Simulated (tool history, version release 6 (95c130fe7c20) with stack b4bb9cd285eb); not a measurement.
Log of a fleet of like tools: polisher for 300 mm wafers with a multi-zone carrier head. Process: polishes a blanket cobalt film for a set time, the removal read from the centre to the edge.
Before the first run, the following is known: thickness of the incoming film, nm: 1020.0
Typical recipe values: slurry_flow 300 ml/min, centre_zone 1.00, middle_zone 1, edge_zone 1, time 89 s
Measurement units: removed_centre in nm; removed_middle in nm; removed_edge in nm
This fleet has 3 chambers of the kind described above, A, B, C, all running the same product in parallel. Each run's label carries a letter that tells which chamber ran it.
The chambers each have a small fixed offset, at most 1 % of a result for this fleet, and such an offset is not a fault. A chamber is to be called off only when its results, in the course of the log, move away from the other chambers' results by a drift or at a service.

run,hour,slurry_flow,centre_zone,middle_zone,edge_zone,time,removed_centre,removed_middle,removed_edge
1B,11.7,300,1.00,1,1,89,273.40,274.22,272.65
# hour 12.5: chamber A: centre zone pressure recalibrated
2C,24.6,300,1.00,1,1,89,275.11,270.93,274.68
# hour 33.7: chamber B: worn pad replaced by a new one
3A,36.2,300,1.00,1,1,89,270.46,274.61,269.01
4A,44.0,300,1.00,1,1,89,271.23,271.02,270.75
5C,56.9,300,1.00,1,1,89,268.77,273.28,272.97
6B,66.5,300,1.00,1,1,89,275.61,272.68,273.11
# hour 72.3: chamber A: worn pad replaced by a new one
7C,78.2,300,1.00,1,1,89,266.26,269.69,274.12
8A,85.3,300,1.00,1,1,89,274.25,274.14,272.96
9B,95.3,300,1.00,1,1,89,272.35,276.48,270.44
# hour 101.3: chamber A: slurry nozzle cleaned
10C,104.6,300,1.00,1,1,89,269.51,272.49,269.64
11B,110.5,300,1.00,1,1,89,272.56,273.98,270.78
12A,117.5,225,1.00,1,1,89,256.97,264.35,266.10
13C,124.6,225,1.00,1,1,89,258.42,263.08,261.84
14A,131.8,225,1.00,1,1,89,262.90,259.38,263.63
15B,144.7,300,1.00,1,1,89,273.64,273.21,272.42
# hour 152.9: chamber B: worn pad replaced by a new one
16A,157.0,300,1.00,1,1,89,273.86,270.35,270.57
# hour 162.5: chamber A: worn pad replaced by a new one
# hour 164.4: chamber B: slurry nozzle cleaned
17C,166.0,330,1.07,1,1,89,289.30,263.26,268.05
18B,177.5,330,1.07,1,1,89,300.84,274.16,274.49
19C,183.5,330,1.07,1,1,89,283.32,265.95,264.76
20B,194.3,300,1.00,1,1,89,271.69,277.05,271.31
21A,200.9,300,1.00,1,1,89,266.55,273.25,274.98
22B,208.5,300,1.00,1,1,89,274.59,271.43,272.30
23C,218.0,300,1.00,1,1,89,260.46,259.85,261.70
24A,224.7,300,1.00,1,1,89,268.80,271.63,270.98
25B,230.4,300,1.00,1,1,89,272.03,276.96,272.92
26C,237.2,300,1.00,1,1,89,259.60,260.81,259.73
27A,244.1,300,1.00,1,1,89,272.34,272.69,270.11
28A,256.6,300,1.00,1,1,89,271.52,268.92,270.43
# hour 257.1: chamber A: worn pad replaced by a new one
# hour 262.4: chamber C: edge zone pressure recalibrated
29C,265.1,245,1.00,1,1,89,251.83,249.29,252.75
30B,278.2,245,1.00,1,1,89,267.16,266.77,271.67
# hour 281.2: chamber B: worn pad replaced by a new one
31A,291.6,245,1.00,1,1,89,259.72,264.77,267.80
32B,301.4,300,1.00,1,1,89,278.44,276.05,272.58
33C,312.4,300,1.00,1,1,89,252.43,254.90,257.53
34B,319.0,300,1.00,1,1,89,273.05,276.35,272.05

Each of the 3 chambers runs these same settings next. Fill in every chamber's results:
35A,328.5,300,1.00,1,1,89,?,?,?
35B,328.5,300,1.00,1,1,89,?,?,?
35C,328.5,300,1.00,1,1,89,?,?,?

run,removed_centre,removed_middle,removed_edge
35A,268.63,270.20,272.27
35B,277.41,272.64,273.26
35C,250.12,252.81,254.40

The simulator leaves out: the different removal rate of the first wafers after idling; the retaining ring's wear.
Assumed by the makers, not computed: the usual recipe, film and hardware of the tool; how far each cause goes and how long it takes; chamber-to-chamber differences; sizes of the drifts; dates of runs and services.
